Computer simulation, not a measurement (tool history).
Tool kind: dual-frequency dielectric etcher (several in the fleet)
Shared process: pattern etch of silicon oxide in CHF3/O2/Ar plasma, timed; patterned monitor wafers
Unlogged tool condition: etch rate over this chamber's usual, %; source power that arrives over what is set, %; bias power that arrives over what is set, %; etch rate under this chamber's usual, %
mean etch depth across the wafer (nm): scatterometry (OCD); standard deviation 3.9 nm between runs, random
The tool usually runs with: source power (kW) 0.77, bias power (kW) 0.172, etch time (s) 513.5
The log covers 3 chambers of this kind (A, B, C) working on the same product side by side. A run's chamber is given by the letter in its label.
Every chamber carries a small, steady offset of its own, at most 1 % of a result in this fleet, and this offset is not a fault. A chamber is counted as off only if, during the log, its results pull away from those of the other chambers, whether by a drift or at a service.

run   hour  source power (kW)  bias power (kW)  etch time (s)  hours since the last wet clean  hours since the last source power generator calibration  hours since the last bias power generator calibration  read-back reference wafer on the same gauge, depth_nm  mean etch depth across the wafer (nm)
 1B    6.9               0.77            0.172          513.5                            24.5                                                    817.7                                                 3379.6                                                 1299.5                                 1100.7
 2C   14.1               0.77            0.172          513.5                           291.5                                                   1625.5                                                  535.2                                                 1300.5                                 1096.9
 3A   29.5               0.77            0.172          513.5                           303.7                                                    786.7                                                  322.3                                                 1300.8                                 1097.2
 4C   39.2               0.77            0.172          513.5                           316.6                                                   1650.6                                                  560.3                                                 1300.7                                 1094.6
 5A   54.5               0.85            0.195          513.5                           328.7                                                    811.7                                                  347.3                                                 1299.3                                 1189.9
      61.1  -- chamber A: wet clean of the chamber
 6B     70               0.85            0.195          513.5                            87.6                                                    880.8                                                 3442.7                                                 1299.6                                 1192.5
 7A   83.7               0.85            0.195          513.5                            22.7                                                    840.9                                                  376.5                                                 1298.3                                 1188.7
 8C   92.4               0.77            0.172          513.5                           369.8                                                   1703.8                                                  613.5                                                 1299.7                                 1093.4
 9B  106.2               0.77            0.172          513.5                           123.8                                                      917                                                 3478.9                                                 1301.1                                 1089.2
10B  119.3               0.77            0.172          513.5                           136.9                                                    930.1                                                   3492                                                 1299.6                                   1107
11C  127.4               0.77            0.172          513.5                           404.8                                                   1738.8                                                  648.5                                                 1301.7                                 1094.7
12A  140.3               0.77            0.172          513.5                            79.3                                                    897.5                                                  433.1                                                 1300.4                                 1093.9
13B  155.6               0.67            0.214          513.5                           173.2                                                    966.4                                                 3528.3                                                 1300.9                                 1121.8
     162.9  -- chamber C: wet clean of the chamber
14A  166.8               0.67            0.214          513.5                           105.8                                                      924                                                  459.6                                                 1300.4                                 1116.7
15C  174.1               0.67            0.214          513.5                            11.3                                                   1785.5                                                  695.2                                                   1300                                 1173.8
16B  186.6               0.77            0.172          513.5                           204.2                                                    997.4                                                 3559.3                                                 1299.6                                 1097.2
17A  200.5               0.77            0.172          513.5                           139.5                                                    957.7                                                  493.3                                                 1300.2                                 1095.3
18C  212.3               0.85            0.201          513.5                            49.5                                                   1823.7                                                  733.4                                                 1299.8                                 1253.9
19A  222.3               0.85            0.201          513.5                           161.3                                                    979.5                                                  515.1                                                 1299.1                                   1194
20C  234.6               0.85            0.201          513.5                            71.8                                                     1846                                                  755.7                                                 1300.5                                 1258.8
21B    242               0.77            0.172          513.5                           259.6                                                   1052.8                                                 3614.7                                                 1300.8                                 1100.9
22B  255.3               0.77            0.172          630.5                           272.9                                                   1066.1                                                   3628                                                 1299.8                                 1346.1
23C  270.9               0.77            0.172          630.5                           108.1                                                   1882.3                                                    792                                                 1299.3                                 1410.9
24A  285.2               0.77            0.172          630.5                           224.2                                                   1042.4                                                    578                                                 1298.9                                   1342
25A  300.3               0.77            0.172          513.5                           239.3                                                   1057.5                                                  593.1                                                 1300.4                                 1091.9
26C  314.7               0.77            0.172          513.5                           151.9                                                   1926.1                                                  835.8                                                 1300.1                                 1152.3
27B  328.2               0.77            0.172          513.5                           345.8                                                     1139                                                 3700.9                                                 1299.5                                   1100

Predict what each chamber gives when all 3 of them run the settings below next.
28A  339.5               0.77            0.172          513.5                                                                                                                                                                                                                                             ?
28B  339.5               0.77            0.172          513.5                                                                                                                                                                                                                                             ?
28C  339.5               0.77            0.172          513.5                                                                                                                                                                                                                                             ?

run  mean etch depth across the wafer (nm)
28A                                 1097.1
28B                                 1101.6
28C                                   1154
